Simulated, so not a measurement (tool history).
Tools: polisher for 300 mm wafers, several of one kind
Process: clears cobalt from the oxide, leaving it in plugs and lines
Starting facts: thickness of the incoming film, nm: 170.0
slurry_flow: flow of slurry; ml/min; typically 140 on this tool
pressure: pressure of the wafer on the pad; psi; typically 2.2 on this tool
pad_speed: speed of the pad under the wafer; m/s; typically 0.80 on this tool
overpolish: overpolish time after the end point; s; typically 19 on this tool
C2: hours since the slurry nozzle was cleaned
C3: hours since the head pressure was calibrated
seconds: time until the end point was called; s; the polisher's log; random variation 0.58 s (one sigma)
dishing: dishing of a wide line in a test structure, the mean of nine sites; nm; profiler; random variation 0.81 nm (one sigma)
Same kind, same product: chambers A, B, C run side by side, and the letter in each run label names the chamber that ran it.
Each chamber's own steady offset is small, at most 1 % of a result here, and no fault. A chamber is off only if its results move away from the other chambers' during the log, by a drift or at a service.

{"run": "1B", "hour": 15.9, "slurry_flow": 140, "pressure": 2.2, "pad_speed": 0.8, "overpolish": 19, "wafers polished on this pad": 428, "C2": 445.4, "C3": 49.0, "seconds": 41.638, "dishing": 46.285}
{"run": "2A", "hour": 25.2, "slurry_flow": 140, "pressure": 2.2, "pad_speed": 0.8, "overpolish": 19, "wafers polished on this pad": 674, "C2": 524.9, "C3": 612.4, "seconds": 41.93, "dishing": 48.796}
{"run": "3C", "hour": 37.9, "slurry_flow": 140, "pressure": 2.2, "pad_speed": 0.8, "overpolish": 19, "wafers polished on this pad": 667, "C2": 443.0, "C3": 769.2, "seconds": 42.386, "dishing": 47.227}
{"run": "4A", "hour": 46.6, "slurry_flow": 140, "pressure": 2.2, "pad_speed": 0.8, "overpolish": 19, "wafers polished on this pad": 852, "C2": 546.3, "C3": 633.8, "seconds": 42.042, "dishing": 46.673}
{"run": "5B", "hour": 58.7, "slurry_flow": 140, "pressure": 2.2, "pad_speed": 0.8, "overpolish": 19, "wafers polished on this pad": 783, "C2": 488.2, "C3": 91.8, "seconds": 42.275, "dishing": 47.919}
{"hour": 65.1, "done": "chamber B: worn pad replaced by a new one"}
{"run": "6C", "hour": 67.7, "slurry_flow": 140, "pressure": 2.2, "pad_speed": 0.8, "overpolish": 19, "wafers polished on this pad": 914, "C2": 472.8, "C3": 799.0, "seconds": 42.742, "dishing": 46.758}
{"run": "7A", "hour": 77.3, "slurry_flow": 140, "pressure": 2.2, "pad_speed": 0.8, "overpolish": 19, "wafers polished on this pad": 1106, "C2": 577.0, "C3": 664.5, "seconds": 41.337, "dishing": 46.111}
{"run": "8B", "hour": 92.2, "slurry_flow": 140, "pressure": 2.2, "pad_speed": 0.8, "overpolish": 19, "wafers polished on this pad": 224, "C2": 521.7, "C3": 125.3, "seconds": 40.75, "dishing": 48.557}
{"run": "9C", "hour": 106.0, "slurry_flow": 140, "pressure": 2.2, "pad_speed": 0.8, "overpolish": 19, "wafers polished on this pad": 1232, "C2": 511.1, "C3": 837.3, "seconds": 41.604, "dishing": 47.381}
{"hour": 118.2, "done": "chamber A: worn pad replaced by a new one"}
{"hour": 120.0, "done": "chamber C: head pressure recalibrated"}
{"run": "10C", "hour": 122.1, "slurry_flow": 140, "pressure": 2.2, "pad_speed": 0.8, "overpolish": 19, "wafers polished on this pad": 1365, "C2": 527.2, "C3": 2.2, "seconds": 42.592, "dishing": 46.844}
{"hour": 126.6, "done": "chamber C: slurry nozzle cleaned"}
{"run": "11A", "hour": 133.6, "slurry_flow": 140, "pressure": 2.2, "pad_speed": 0.8, "overpolish": 19, "wafers polished on this pad": 128, "C2": 633.3, "C3": 720.8, "seconds": 41.725, "dishing": 45.461}
{"run": "12B", "hour": 142.7, "slurry_flow": 140, "pressure": 2.2, "pad_speed": 0.8, "overpolish": 19, "wafers polished on this pad": 643, "C2": 572.2, "C3": 175.8, "seconds": 41.901, "dishing": 46.721}
{"hour": 143.4, "done": "chamber B: slurry nozzle cleaned"}
{"run": "13C", "hour": 151.8, "slurry_flow": 140, "pressure": 2.2, "pad_speed": 0.8, "overpolish": 19, "wafers polished on this pad": 1611, "C2": 25.2, "C3": 31.9, "seconds": 42.811, "dishing": 48.457}
{"hour": 159.9, "done": "chamber B: worn pad replaced by a new one"}
{"run": "14A", "hour": 164.1, "slurry_flow": 140, "pressure": 1.7, "pad_speed": 0.8, "overpolish": 19, "wafers polished on this pad": 380, "C2": 663.8, "C3": 751.3, "seconds": 55.337, "dishing": 40.2}
{"run": "15B", "hour": 177.8, "slurry_flow": 140, "pressure": 1.7, "pad_speed": 0.8, "overpolish": 19, "wafers polished on this pad": 149, "C2": 34.4, "C3": 210.9, "seconds": 56.124, "dishing": 40.258}
{"run": "16B", "hour": 190.9, "slurry_flow": 140, "pressure": 1.7, "pad_speed": 0.8, "overpolish": 19, "wafers polished on this pad": 257, "C2": 47.5, "C3": 224.0, "seconds": 53.201, "dishing": 39.468}
{"run": "17A", "hour": 201.6, "slurry_flow": 140, "pressure": 2.2, "pad_speed": 0.8, "overpolish": 19, "wafers polished on this pad": 691, "C2": 701.3, "C3": 788.8, "seconds": 42.065, "dishing": 46.969}
{"run": "18C", "hour": 217.8, "slurry_flow": 140, "pressure": 2.2, "pad_speed": 0.8, "overpolish": 19, "wafers polished on this pad": 2158, "C2": 91.2, "C3": 97.9, "seconds": 43.069, "dishing": 47.1}
{"run": "19B", "hour": 233.8, "slurry_flow": 140, "pressure": 2.2, "pad_speed": 0.8, "overpolish": 19, "wafers polished on this pad": 613, "C2": 90.4, "C3": 266.9, "seconds": 42.005, "dishing": 47.655}
{"run": "20A", "hour": 249.1, "slurry_flow": 140, "pressure": 2.2, "pad_speed": 0.8, "overpolish": 19, "wafers polished on this pad": 1085, "C2": 748.8, "C3": 836.3, "seconds": 41.885, "dishing": 47.562}
{"hour": 250.7, "done": "chamber B: worn pad replaced by a new one"}
{"run": "21C", "hour": 260.0, "slurry_flow": 140, "pressure": 2.2, "pad_speed": 0.8, "overpolish": 19, "wafers polished on this pad": 2508, "C2": 133.4, "C3": 140.1, "seconds": 43.938, "dishing": 47.125}
{"run": "22C", "hour": 271.1, "slurry_flow": 140, "pressure": 2.2, "pad_speed": 0.8, "overpolish": 19, "wafers polished on this pad": 2600, "C2": 144.5, "C3": 151.2, "seconds": 43.002, "dishing": 46.76}
{"run": "23B", "hour": 283.1, "slurry_flow": 140, "pressure": 2.2, "pad_speed": 0.8, "overpolish": 19, "wafers polished on this pad": 269, "C2": 139.7, "C3": 316.2, "seconds": 42.043, "dishing": 47.932}
{"run": "24A", "hour": 294.5, "slurry_flow": 140, "pressure": 2.2, "pad_speed": 0.8, "overpolish": 19, "wafers polished on this pad": 1461, "C2": 794.2, "C3": 881.7, "seconds": 42.082, "dishing": 46.82}
{"hour": 304.3, "done": "chamber A: worn pad replaced by a new one"}
{"run": "25B", "hour": 305.9, "slurry_flow": 140, "pressure": 2.2, "pad_speed": 0.8, "overpolish": 19, "wafers polished on this pad": 458, "C2": 162.5, "C3": 339.0, "seconds": 42.457, "dishing": 46.4}
{"run": "26A", "hour": 315.3, "slurry_flow": 140, "pressure": 2.2, "pad_speed": 0.8, "overpolish": 19, "wafers polished on this pad": 91, "C2": 815.0, "C3": 902.5, "seconds": 42.319, "dishing": 47.414}
{"hour": 323.4, "done": "chamber A: slurry nozzle cleaned"}
{"run": "27C", "hour": 330.0, "slurry_flow": 140, "pressure": 2.2, "pad_speed": 0.8, "overpolish": 19, "wafers polished on this pad": 3088, "C2": 203.4, "C3": 210.1, "seconds": 44.108, "dishing": 44.855}
{"run": "28B", "hour": 337.5, "slurry_flow": 125, "pressure": 2.2, "pad_speed": 0.8, "overpolish": 19, "wafers polished on this pad": 720, "C2": 194.1, "C3": 370.6, "seconds": 42.683, "dishing": 47.676}
{"run": "29C", "hour": 351.8, "slurry_flow": 125, "pressure": 2.2, "pad_speed": 0.8, "overpolish": 19, "wafers polished on this pad": 3269, "C2": 225.2, "C3": 231.9, "seconds": 46.189, "dishing": 45.323}
{"hour": 354.4, "done": "chamber B: worn pad replaced by a new one"}
{"run": "30A", "hour": 367.8, "slurry_flow": 125, "pressure": 2.2, "pad_speed": 0.8, "overpolish": 19, "wafers polished on this pad": 526, "C2": 44.5, "C3": 955.0, "seconds": 42.736, "dishing": 45.832}
{"run": "31C", "hour": 382.1, "slurry_flow": 140, "pressure": 2.2, "pad_speed": 0.8, "overpolish": 19, "wafers polished on this pad": 3520, "C2": 255.5, "C3": 262.2, "seconds": 45.66, "dishing": 45.21}
{"run": "32A", "hour": 395.2, "slurry_flow": 140, "pressure": 2.2, "pad_speed": 0.8, "overpolish": 19, "wafers polished on this pad": 754, "C2": 71.9, "C3": 982.4, "seconds": 42.521, "dishing": 47.789}
{"hour": 404.4, "done": "chamber B: head pressure recalibrated"}
{"run": "33B", "hour": 407.9, "slurry_flow": 140, "pressure": 2.2, "pad_speed": 1.04, "overpolish": 14, "wafers polished on this pad": 443, "C2": 264.5, "C3": 3.5, "seconds": 32.435, "dishing": 45.347}
{"run": "34C", "hour": 417.3, "slurry_flow": 140, "pressure": 2.2, "pad_speed": 1.04, "overpolish": 14, "wafers polished on this pad": 3811, "C2": 290.7, "C3": 297.4, "seconds": 35.597, "dishing": 43.531}
{"run": "35A", "hour": 432.5, "slurry_flow": 140, "pressure": 2.2, "pad_speed": 1.04, "overpolish": 14, "wafers polished on this pad": 1063, "C2": 109.2, "C3": 1019.7, "seconds": 32.668, "dishing": 45.319}
{"hour": 438.2, "done": "chamber B: worn pad replaced by a new one"}
{"run": "36B", "hour": 444.5, "slurry_flow": 140, "pressure": 2.2, "pad_speed": 0.8, "overpolish": 19, "wafers polished on this pad": 52, "C2": 301.1, "C3": 40.1, "seconds": 41.308, "dishing": 47.91}
{"run": "37B", "hour": 451.8, "slurry_flow": 140, "pressure": 2.2, "pad_speed": 0.8, "overpolish": 19, "wafers polished on this pad": 113, "C2": 308.4, "C3": 47.4, "seconds": 43.405, "dishing": 47.567}
{"run": "38A", "hour": 460.6, "slurry_flow": 140, "pressure": 2.2, "pad_speed": 0.8, "overpolish": 19, "wafers polished on this pad": 1296, "C2": 137.3, "C3": 1047.8, "seconds": 42.479, "dishing": 47.303}
{"run": "39C", "hour": 472.3, "slurry_flow": 140, "pressure": 2.2, "pad_speed": 0.8, "overpolish": 19, "wafers polished on this pad": 4267, "C2": 345.7, "C3": 352.4, "seconds": 46.355, "dishing": 43.779}
{"run": "40C", "hour": 480.0, "slurry_flow": 140, "pressure": 2.2, "pad_speed": 0.8, "overpolish": 19, "wafers polished on this pad": 4331, "C2": 353.4, "C3": 360.1, "seconds": 46.767, "dishing": 43.9}
{"run": "41B", "hour": 489.6, "slurry_flow": 140, "pressure": 2.2, "pad_speed": 0.8, "overpolish": 19, "wafers polished on this pad": 426, "C2": 346.2, "C3": 85.2, "seconds": 41.457, "dishing": 48.197}

Decide between three cases: one chamber stands off from its peers, the gauge reading all wafers drifts, or nothing is wrong past each chamber's small offset. Where a chamber is off, say which and what most likely put it there.

It is chamber C that slowly wanders off from its peers.
Likeliest cause: removal rate lost through wear of the pad, % = 10.8.

Here are 4 candidates for chamber C's next run, each the usual settings with a change, their results left as question marks. Which one brings its results back in line with what the others give on the usual settings?
A result is in line if it is within this distance of the other chambers' mean on the usual settings: seconds 2.000 s; dishing 2.800 nm
{"run": "42C-1", "hour": 501.6, "slurry_flow": 140, "pressure": 2.3, "pad_speed": 0.84, "overpolish": 19, "seconds": "?", "dishing": "?"}
{"run": "42C-2", "hour": 501.6, "slurry_flow": 140, "pressure": 2.2, "pad_speed": 0.78, "overpolish": 19, "seconds": "?", "dishing": "?"}
{"run": "42C-3", "hour": 501.6, "slurry_flow": 140, "pressure": 2.1, "pad_speed": 0.76, "overpolish": 19, "seconds": "?", "dishing": "?"}
{"run": "42C-4", "hour": 501.6, "slurry_flow": 140, "pressure": 2.2, "pad_speed": 0.82, "overpolish": 19, "seconds": "?", "dishing": "?"}

The other chambers' mean on the usual settings: seconds 42.110 s; dishing 47.213 nm
run=42C-1 seconds=43.137 dishing=47.174
run=42C-2 seconds=48.560 dishing=44.004
run=42C-3 seconds=52.184 dishing=42.087
run=42C-4 seconds=46.175 dishing=45.351
It is 42C-1 that realigns the chamber with its peers.

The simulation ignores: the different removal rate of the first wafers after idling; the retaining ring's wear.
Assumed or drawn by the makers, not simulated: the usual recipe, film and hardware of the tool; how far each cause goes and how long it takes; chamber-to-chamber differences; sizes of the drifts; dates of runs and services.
